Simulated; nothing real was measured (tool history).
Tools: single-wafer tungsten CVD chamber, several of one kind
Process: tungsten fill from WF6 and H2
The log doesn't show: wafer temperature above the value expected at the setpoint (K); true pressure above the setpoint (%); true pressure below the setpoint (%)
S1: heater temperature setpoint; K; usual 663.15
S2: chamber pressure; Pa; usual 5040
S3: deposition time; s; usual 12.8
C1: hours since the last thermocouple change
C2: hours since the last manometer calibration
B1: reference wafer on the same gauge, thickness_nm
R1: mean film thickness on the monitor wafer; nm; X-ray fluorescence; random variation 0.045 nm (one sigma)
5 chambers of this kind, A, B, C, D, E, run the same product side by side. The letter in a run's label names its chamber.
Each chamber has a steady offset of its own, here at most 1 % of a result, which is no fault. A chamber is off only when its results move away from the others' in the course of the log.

run	day	S1	S2	S3	C1	C2	B1	R1
1D	0.171	663.15	5040	12.8	583.0	421.8	32.023	34.518
2B	0.438	663.15	5040	12.8	391.2	779.8	32.014	34.313
3E	0.588	663.15	5040	12.8	1650.2	669.0	32.019	33.939
4A	0.850	663.15	5040	12.8	1471.4	516.4	32.024	34.417
5C	1.033	663.15	5040	13.6	881.8	814.5	32.030	36.661
6A	1.167	663.15	5040	13.6	1479.0	524.0	32.035	36.416
7C	1.304	663.15	5040	13.6	888.3	821.0	32.032	36.653
8D	1.504	663.15	5040	13.6	615.0	453.8	32.048	36.798
9B	1.629	663.15	5040	13.6	419.8	808.4	32.056	36.557
10E	1.750	674.15	4400	12.8	1678.1	696.9	32.058	39.033
11C	1.879	674.15	4400	12.8	902.1	834.8	32.053	39.806
12E	2.142	674.15	4400	12.8	1687.5	706.3	32.077	38.885
13D	2.283	674.15	4400	12.8	633.7	472.5	32.067	39.717
14A	2.446	674.15	4400	12.8	1509.7	554.7	32.076	39.640
15B	2.562	663.15	6053	14.0	442.2	830.8	32.075	40.860
16D	2.712	663.15	6053	14.0	644.0	482.8	32.091	41.213
17B	2.888	663.15	6053	14.0	450.0	838.6	32.084	40.852
18A	3.042	663.15	6053	14.0	1524.0	569.0	32.090	40.916
19E	3.167	663.15	6053	14.0	1712.1	730.9	32.101	40.563
20C	3.304	663.15	5040	12.8	936.3	869.0	32.099	34.505
21C	3.529	663.15	5040	12.8	941.7	874.4	32.115	34.619
22E	3.688	668.15	5040	12.8	1724.6	743.4	32.119	37.354
23A	3.925	668.15	5040	12.8	1545.2	590.2	32.128	37.944
24B	4.058	668.15	5040	12.8	478.1	866.7	32.121	37.920
25D	4.242	668.15	5040	12.8	680.7	519.5	32.128	38.152
26C	4.446	668.15	5040	12.8	963.7	896.4	32.141	38.025
27D	4.608	663.15	5040	12.8	689.5	528.3	32.139	34.652
28B	4.829	663.15	5040	12.8	496.6	885.2	32.157	34.410
29A	5.025	663.15	5040	12.8	1571.6	616.6	32.154	34.450
30E	5.192	663.15	5040	12.8	1760.7	779.5	32.171	34.049
31B	5.442	663.15	5040	12.8	511.3	899.9	32.161	34.495
32A	5.596	663.15	5040	12.8	1585.3	630.3	32.188	34.431

What goes on in this fleet: one chamber off, a drifting gauge, or nothing beyond the chambers' own small offsets? Name the chamber and the cause, if any.

The gauge drifts, so all chambers seem to drift together. No chamber is off.
Cause: gauge reads high (%) = 0.548.

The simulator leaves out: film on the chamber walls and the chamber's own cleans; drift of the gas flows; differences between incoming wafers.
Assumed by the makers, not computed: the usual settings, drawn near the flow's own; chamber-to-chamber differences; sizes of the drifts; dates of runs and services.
